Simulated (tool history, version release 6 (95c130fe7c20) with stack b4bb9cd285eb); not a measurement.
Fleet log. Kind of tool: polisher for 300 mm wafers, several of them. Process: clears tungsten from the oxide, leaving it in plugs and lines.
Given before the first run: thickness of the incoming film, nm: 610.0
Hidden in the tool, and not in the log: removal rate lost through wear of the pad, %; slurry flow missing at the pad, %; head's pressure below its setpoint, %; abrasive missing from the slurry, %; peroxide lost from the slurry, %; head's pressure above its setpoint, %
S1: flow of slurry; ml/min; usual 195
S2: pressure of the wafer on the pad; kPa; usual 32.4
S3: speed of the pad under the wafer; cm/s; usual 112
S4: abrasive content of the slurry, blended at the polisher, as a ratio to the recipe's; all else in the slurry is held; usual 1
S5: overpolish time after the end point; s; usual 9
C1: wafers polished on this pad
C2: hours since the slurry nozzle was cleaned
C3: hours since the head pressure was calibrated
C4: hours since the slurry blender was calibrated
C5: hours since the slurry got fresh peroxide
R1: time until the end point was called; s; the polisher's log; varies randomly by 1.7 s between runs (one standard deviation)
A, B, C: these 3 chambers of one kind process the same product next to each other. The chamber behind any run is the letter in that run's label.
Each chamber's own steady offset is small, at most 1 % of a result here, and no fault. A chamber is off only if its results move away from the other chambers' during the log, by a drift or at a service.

run   hour   S1    S2   S3    S4  S5   C1     C2      C3     C4     C5      R1
       3.5  -- chamber B: worn pad replaced by a new one
 1C    6.5  195  32.4  112     1   9  599  265.8    84.4  261.9   15.4   102.2
 2B   13.2  195  32.4  112     1   9  108  617.8     365  159.9  112.3  104.37
 3A   18.5  195  32.4  112     1   9  445     81  1219.4  122.8   91.7  100.75
 4C     24  195  32.4  112     1   9  795  283.3   101.9  279.4   32.9   104.9
 5B   31.7  195  32.4  112     1   5  315  636.3   383.5  178.4  130.8  101.14
        32  -- chamber C: worn pad replaced by a new one
 6A   40.5  195  32.4  112     1   5  691    103  1241.4  144.8  113.7  101.94
        43  -- chamber C: slurry blender recalibrated
      47.3  -- chamber A: slurry blender recalibrated
      47.7  -- chamber A: slurry tank refilled with fresh slurry and peroxide
 7B     48  195  32.4  112     1   5  498  652.6   399.8  194.7  147.1     101
      50.1  -- chamber B: slurry tank refilled with fresh slurry and peroxide
 8A   55.8  195  32.4  112     1   9  862  118.3  1256.7    8.6    8.1  101.41
 9C   60.5  195  32.4  112     1   9  319  319.8   138.4   17.5   69.4  102.77
      66.1  -- chamber A: worn pad replaced by a new one
10A     69  195  32.4  112   1.1   6   32  131.5  1269.9   21.8   21.3  98.443
      70.1  -- chamber B: worn pad replaced by a new one
      73.6  -- chamber C: slurry tank refilled with fresh slurry and peroxide
11C   77.5  195  32.4  112   1.1   6  509  336.8   155.4   34.5      4  99.582
12B     84  195  32.4  112   1.1   6  156  688.6   435.8  230.7     34  99.104
      86.5  -- chamber B: slurry nozzle cleaned
13A   88.6  195  32.4  112     1   9  251  151.1  1289.5   41.4   40.9  105.92
14B   94.4  195  36.5  112  1.15   9  272      8   446.2  241.1   44.4  89.086
      99.3  -- chamber B: slurry blender recalibrated
15C  101.6  195  36.5  112  1.15   9  779  360.9   179.5   58.6   28.1  90.485
     102.6  -- chamber C: worn pad replaced by a new one
16C  109.5  195  36.5  112  1.15   9   77  368.8   187.4   66.5     36  87.821
17A    118  195  32.4  112     1   9  580  180.5  1318.9   70.8   70.3  101.83
18B  125.5  195  32.4  112     1   9  620   39.1   477.3   26.2   75.5  104.28
19B  131.3  195  32.4  112     1   9  685   44.9   483.1     32   81.3  100.61
     135.3  -- chamber B: worn pad replaced by a new one
20C  140.2  195  32.4  112     1   9  421  399.5   218.1   97.2   66.7  101.17
21A  146.2  195  32.4  112     1   9  896  208.7  1347.1     99   98.5  103.94
     151.1  -- chamber A: worn pad replaced by a new one
22B  153.4  150  32.4  112     1   6  203     67   505.2   54.1  103.4  109.34
       155  -- chamber A: head pressure recalibrated
23A  158.1  150  32.4  112     1   6   78  220.6     3.1  110.9  110.4  105.44
24C  162.4  150  32.4  112     1   6  669  421.7   240.3  119.4   88.9  104.92

Is one chamber out of step, is the gauge drifting, or do the chambers differ by no more than their own small offsets? For an off chamber, give its letter and the likeliest cause.

The fleet is healthy, with each chamber sitting at its usual small offset and no drift in the gauge.
